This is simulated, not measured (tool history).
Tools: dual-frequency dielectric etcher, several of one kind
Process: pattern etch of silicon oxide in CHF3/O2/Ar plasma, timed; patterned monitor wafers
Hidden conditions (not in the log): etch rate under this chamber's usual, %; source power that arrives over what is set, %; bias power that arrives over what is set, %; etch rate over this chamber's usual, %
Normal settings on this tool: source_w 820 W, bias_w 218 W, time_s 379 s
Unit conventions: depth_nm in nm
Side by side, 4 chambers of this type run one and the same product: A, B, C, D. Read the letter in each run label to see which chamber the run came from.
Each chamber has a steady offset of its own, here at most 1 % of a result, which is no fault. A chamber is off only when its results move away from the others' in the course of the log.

run,day,source_w,bias_w,time_s,hours since the last wet clean,hours since the last source power generator calibration,hours since the last bias power generator calibration,"read-back reference wafer on the same gauge, depth_nm",depth_nm
1C,0.188,820,218,379,425.1,283.3,2673.1,1006.1,899.18
# day 0.267: chamber C: wet clean of the chamber
2B,0.546,820,218,379,152.5,4139.7,232.3,1005.9,898.35
3A,0.9,820,218,379,442.8,3623.5,105.3,1006.4,894.65
4D,1.229,820,218,379,307.8,444.4,802.9,1006.6,905.92
# day 1.296: chamber A: source power generator calibrated
# day 1.512: chamber A: wet clean of the chamber
5A,1.617,960,218,379,2.5,7.7,122.5,1006.2,944.98
6C,1.946,960,218,379,40.4,325.5,2715.3,1006,958.43
7B,2.342,960,218,379,195.6,4182.8,275.4,1006.6,961.32
8D,2.633,960,218,379,341.5,478.1,836.6,1005.7,964.74
# day 2.892: chamber D: wet clean of the chamber
9C,2.896,820,218,379,63.2,348.3,2738.1,1005.5,900.84
10D,3.292,1010,218,379,9.7,493.9,852.4,1005.8,1002.1
11B,3.575,1010,218,379,225.2,4212.4,305,1006.5,979.34
12A,3.958,1010,218,379,58.7,63.9,178.7,1006.3,965.94
13C,4.279,1010,218,379,96.4,381.5,2771.3,1006.6,979.43
14B,4.629,820,218,379,250.5,4237.7,330.3,1006.1,906.04
# day 4.817: chamber B: source power generator calibrated
15A,4.971,820,218,379,83,88.2,203,1006,891.13
16D,5.292,890,218,379,57.7,541.9,900.4,1005.4,959.24
17C,5.483,890,218,379,125.3,410.4,2800.2,1005.7,931.79
18D,5.888,890,218,379,72,556.2,914.7,1006.5,956.46
19A,6.229,890,218,379,113.2,118.4,233.2,1006.4,923.69
20B,6.404,820,218,379,293.1,38.2,372.9,1006,907.2
21B,6.783,820,218,379,302.2,47.3,382,1006.5,904.44
22C,7.033,820,218,379,162.5,447.6,2837.4,1005.6,900.05
23A,7.308,820,218,379,139.1,144.3,259.1,1006.3,889.17
24D,7.525,820,218,379,111.3,595.5,954,1005.8,933.55
25A,7.821,820,218,379,151.4,156.6,271.4,1005.2,897.55
26C,8.192,820,218,379,190.3,475.4,2865.2,1006,902.95

All 4 chambers run these settings next. Forecast each chamber's results:
27A,8.479,820,218,379,,,,,?
27B,8.479,820,218,379,,,,,?
27C,8.479,820,218,379,,,,,?
27D,8.479,820,218,379,,,,,?

run,depth_nm
27A,891.6
27B,900.42
27C,903.18
27D,926.46
